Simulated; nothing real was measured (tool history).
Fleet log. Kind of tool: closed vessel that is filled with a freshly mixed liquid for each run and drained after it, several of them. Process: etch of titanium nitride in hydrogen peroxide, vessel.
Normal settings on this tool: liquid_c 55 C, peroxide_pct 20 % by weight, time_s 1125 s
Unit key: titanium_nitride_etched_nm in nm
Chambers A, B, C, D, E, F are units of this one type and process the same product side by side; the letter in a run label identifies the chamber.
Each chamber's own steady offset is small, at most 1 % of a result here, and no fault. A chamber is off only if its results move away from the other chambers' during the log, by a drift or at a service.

run   hour  liquid_c  peroxide_pct  time_s  read-back film thickness of the titanium nitride reference wafer, read on the same gauge (nm)  titanium_nitride_etched_nm
 1D    4.4        55            20    1125                                                                                         90.011                      47.282
       4.6  -- chamber E: new drum of peroxide connected
 2E   10.6        55            20    1125                                                                                         89.999                      47.563
 3B   16.8        55            20    1125                                                                                         90.005                      47.236
 4A   21.8        55            20    1125                                                                                         89.984                      47.743
 5C   28.4        55            20    1125                                                                                         90.005                      47.841
 6F   35.8        55            20    1125                                                                                         89.996                      47.403
 7B   42.1        55            20    1125                                                                                         89.991                      47.703
 8C   46.7        55            20    1125                                                                                         89.996                      47.758
 9E   52.8        55            20    1125                                                                                         90.004                      47.343
      56.3  -- chamber F: new drum of peroxide connected
10F   59.8        55            20     890                                                                                         90.001                      37.417
11A   65.1        55            20     890                                                                                         90.009                      37.594
12D   71.3        55            20     890                                                                                         90.013                      37.101
13A     78        55            20     890                                                                                         89.981                      37.723
14F   81.2        55            20     890                                                                                         90.001                      37.379
15D   86.7        55            20     890                                                                                         89.992                      37.104
16B   93.9        55            20    1125                                                                                         90.026                      47.769
17C   98.3        55            20    1125                                                                                         89.985                      47.287
18E  102.8        55            20    1125                                                                                         89.994                      47.299
     104.9  -- chamber B: peroxide flow meter replaced
19F  107.6        55            20    1125                                                                                         90.001                      47.686
20E  112.7        55            20    1125                                                                                         90.019                      47.138
21C  118.2        55            20    1125                                                                                          90.01                      47.507
22B    122        55            20    1125                                                                                         89.997                      47.274
23D  127.8        55            20    1125                                                                                             90                      48.288
24A  131.9        55            20    1125                                                                                         90.006                      47.594
25F  136.3        55            20    1125                                                                                         89.988                      47.276
26D  141.6        55            20    1125                                                                                         89.991                      48.373
27A  145.7        55            20    1125                                                                                         89.991                      47.286
     149.1  -- chamber D: peroxide flow meter replaced
28C  151.6        55            20    1125                                                                                          89.98                      47.652
29B  155.4      50.5          15.5    1125                                                                                         90.017                      32.507
30E    159      50.5          15.5    1125                                                                                         90.001                       32.69
31A  164.3      50.5          15.5    1125                                                                                         90.002                      32.734
32D  169.3      50.5          15.5    1125                                                                                         90.005                      33.773
33C  172.7      50.5          15.5    1125                                                                                         90.006                      32.984
34F    176      50.5          15.5    1125                                                                                         90.009                      32.687
35E  179.1        55            20    1360                                                                                         89.998                      57.059
36B  186.3        55            20    1360                                                                                             90                      57.511
37E  189.8        55            20    1360                                                                                         89.988                      57.305
38A  194.3        55            20    1360                                                                                         89.998                      57.833
39B  198.6        55            20    1360                                                                                         89.986                      57.615
40F  202.4        55            20    1360                                                                                         89.995                      56.854
41C  208.3        55            20    1125                                                                                          90.01                      47.716
42D  213.9        55          16.5     805                                                                                         90.004                      34.019
43D  217.2        55          16.5     805                                                                                         90.003                      34.272

Is one chamber off against the others, does the gauge drift, or is nothing wrong? If a chamber is off, say which, and what the likeliest cause is.

It is chamber D that slowly wanders off from its peers.
Cause: liquid hotter than its thermometer reads (K) = 0.69.

Below are 4 candidate recipes for chamber D's next run, each the usual settings with a change, their results shown as question marks. Which of them brings D's results back in line with what the other chambers give on the usual settings?
Maximum distance from the other chambers' mean on the usual settings for a result to count as in line: titanium_nitride_etched_nm 0.72 nm
44D-1  222.4        55            24    1125                                                                                                                          ?
44D-2  222.4        55          13.5    1125                                                                                                                          ?
44D-3  222.4        55            20    1225                                                                                                                          ?
44D-4  222.4        55            20    1080                                                                                                                          ?

Average result of the remaining chambers running the usual settings: titanium_nitride_etched_nm 47.505 nm
  run  titanium_nitride_etched_nm
44D-1                      51.595
44D-2                      45.582
44D-3                      53.995
44D-4                      47.603
With 44D-4, the chamber falls back in line with the rest.
